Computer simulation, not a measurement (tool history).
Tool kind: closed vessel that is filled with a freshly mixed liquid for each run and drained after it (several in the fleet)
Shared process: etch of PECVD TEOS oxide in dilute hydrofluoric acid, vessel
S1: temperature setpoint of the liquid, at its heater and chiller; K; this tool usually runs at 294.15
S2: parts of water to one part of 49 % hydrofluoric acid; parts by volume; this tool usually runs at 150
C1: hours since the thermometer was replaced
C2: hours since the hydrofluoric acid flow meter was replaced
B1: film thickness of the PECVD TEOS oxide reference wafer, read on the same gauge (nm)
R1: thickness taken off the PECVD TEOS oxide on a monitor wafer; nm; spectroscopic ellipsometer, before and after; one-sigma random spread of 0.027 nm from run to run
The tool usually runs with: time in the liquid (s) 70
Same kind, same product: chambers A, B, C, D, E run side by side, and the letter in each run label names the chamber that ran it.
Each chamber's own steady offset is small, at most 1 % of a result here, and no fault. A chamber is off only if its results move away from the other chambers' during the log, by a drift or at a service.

Run 1A, day 0.412: usual settings; C1 181.6; C2 195.1; B1 149.98. Result: R1 4.2655 nm.
Run 2D, day 0.9: usual settings; C1 345.7; C2 1030.6; B1 150. Result: R1 4.2378 nm.
Run 3E, day 1.312: usual settings; C1 1290.2; C2 484.7; B1 149.95. Result: R1 4.2629 nm.
Run 4C, day 1.8: usual settings; C1 562.9; C2 1378.3; B1 149.99. Result: R1 4.2458 nm.
Run 5B, day 2.258: usual settings but S1 290.15 K, S2 215 parts by volume; C1 482.9; C2 1761.9; B1 149.98. Result: R1 2.3909 nm.
Run 6E, day 2.496: usual settings but S1 290.15 K, S2 215 parts by volume; C1 1318.6; C2 513.1; B1 150. Result: R1 2.3354 nm.
Run 7A, day 3.017: usual settings but S1 290.15 K, S2 215 parts by volume; C1 244.1; C2 257.6; B1 149.99. Result: R1 2.3247 nm.
Run 8B, day 3.429: usual settings but S1 290.15 K, S2 215 parts by volume; C1 511; C2 1790; B1 149.99. Result: R1 2.3729 nm.
Run 9D, day 3.788: usual settings but S1 290.15 K, S2 215 parts by volume; C1 415; C2 1099.9; B1 150. Result: R1 2.3642 nm.
Run 10C, day 4.133: usual settings; C1 618.9; C2 1434.3; B1 150.01. Result: R1 4.2592 nm.
Run 11D, day 4.479: usual settings; C1 431.6; C2 1116.5; B1 150. Result: R1 4.2134 nm.
Run 12A, day 4.758: usual settings; C1 285.9; C2 299.4; B1 150. Result: R1 4.2456 nm.
Run 13E, day 5.021: usual settings; C1 1379.2; C2 573.7; B1 150.01. Result: R1 4.2092 nm.
Run 14C, day 5.312: usual settings; C1 647.2; C2 1462.6; B1 150.02. Result: R1 4.2145 nm.
Run 15B, day 5.679: usual settings; C1 565; C2 1844; B1 149.99. Result: R1 4.1943 nm.
Run 16E, day 6.071: usual settings but S1 290.15 K, time in the liquid (s) 90; C1 1404.4; C2 598.9; B1 149.99. Result: R1 4.6208 nm.
Run 17A, day 6.538: usual settings but S1 290.15 K, time in the liquid (s) 90; C1 328.6; C2 342.1; B1 149.96. Result: R1 4.5692 nm.
At day 6.579: chamber C: hydrofluoric acid flow meter replaced.
Run 18B, day 6.762: usual settings but S1 290.15 K, time in the liquid (s) 90; C1 591; C2 1870; B1 150. Result: R1 4.6804 nm.
Run 19C, day 7.042: usual settings but S1 290.15 K, time in the liquid (s) 90; C1 688.7; C2 11.1; B1 149.99. Result: R1 4.6439 nm.
Run 20D, day 7.446: usual settings but S1 290.15 K, time in the liquid (s) 90; C1 502.8; C2 1187.7; B1 150. Result: R1 4.5759 nm.
Run 21E, day 7.821: usual settings; C1 1446.4; C2 640.9; B1 150.01. Result: R1 4.2205 nm.
Run 22D, day 8.188: usual settings; C1 520.6; C2 1205.5; B1 149.98. Result: R1 4.0956 nm.
Run 23C, day 8.492: usual settings; C1 723.5; C2 45.9; B1 150. Result: R1 4.2617 nm.
Run 24B, day 8.925: usual settings; C1 642.9; C2 1921.9; B1 150.01. Result: R1 4.2756 nm.
Run 25A, day 9.408: usual settings; C1 397.5; C2 411; B1 150.02. Result: R1 4.2626 nm.
Run 26D, day 9.746: usual settings; C1 558; C2 1242.9; B1 150. Result: R1 4.1736 nm.
Run 27C, day 10.046: usual settings; C1 760.8; C2 83.2; B1 150.01. Result: R1 4.2607 nm.
Run 28B, day 10.367: usual settings; C1 677.5; C2 1956.5; B1 150. Result: R1 4.2488 nm.
Run 29E, day 10.762: usual settings but S2 125 parts by volume, time in the liquid (s) 90; C1 1517; C2 711.5; B1 150.01. Result: R1 6.6889 nm.
Run 30A, day 11.225: usual settings but S2 125 parts by volume, time in the liquid (s) 90; C1 441.1; C2 454.6; B1 149.98. Result: R1 6.6794 nm.
Run 31B, day 11.712: usual settings but S2 125 parts by volume, time in the liquid (s) 90; C1 709.8; C2 1988.8; B1 150.01. Result: R1 6.6759 nm.
Run 32D, day 12.054: usual settings but S2 125 parts by volume, time in the liquid (s) 90; C1 613.4; C2 1298.3; B1 149.95. Result: R1 6.3967 nm.
Run 33C, day 12.333: usual settings but S2 125 parts by volume, time in the liquid (s) 90; C1 815.7; C2 138.1; B1 150.01. Result: R1 6.7425 nm.
Run 34A, day 12.646: usual settings; C1 475.2; C2 488.7; B1 150.03. Result: R1 4.2315 nm.
Run 35E, day 13.017: usual settings but time in the liquid (s) 45; C1 1571.1; C2 765.6; B1 149.99. Result: R1 2.7021 nm.
Run 36C, day 13.462: usual settings but time in the liquid (s) 45; C1 842.8; C2 165.2; B1 150. Result: R1 2.7355 nm.
Run 37E, day 13.721: usual settings but time in the liquid (s) 45; C1 1588; C2 782.5; B1 149.98. Result: R1 2.6949 nm.
Run 38A, day 14.225: usual settings but time in the liquid (s) 45; C1 513.1; C2 526.6; B1 149.97. Result: R1 2.7098 nm.
Run 39D, day 14.567: usual settings but time in the liquid (s) 45; C1 673.7; C2 1358.6; B1 149.97. Result: R1 2.5635 nm.
Run 40B, day 14.9: usual settings; C1 786.3; C2 2065.3; B1 150. Result: R1 4.2222 nm.

Does one chamber stand apart from the rest, does the shared gauge drift, or is all well apart from small per-chamber offsets? Give the chamber and the most likely cause, where there is one.

Chamber D drifts away from the others.
Cause: liquid colder than its thermometer reads (K) = 1.68.
With only this log, it may be confused with: hydrofluoric acid flow below the setpoint (%).

Which of the 4 candidates below, each the usual settings with something changed and its results left as question marks, puts chamber D back in line with what the other chambers give on the usual settings?
A result is in line if it is within this distance of the other chambers' mean on the usual settings: R1 0.096 nm
Run 41D-1, day 15.271: usual settings but S1 295.65 K. Result: R1 ?.
Run 41D-2, day 15.271: usual settings but S1 292.65 K. Result: R1 ?.
Run 41D-3, day 15.271: usual settings but S1 294.65 K, S2 135 parts by volume. Result: R1 ?.
Run 41D-4, day 15.271: usual settings but S1 293.65 K, S2 165 parts by volume. Result: R1 ?.

Usual-settings mean across the other chambers: R1 4.2283 nm
  run      R1
41D-1  4.2312
41D-2  3.7472
41D-3  4.5926
41D-4   3.493
41D-1 brings the chamber back in line.
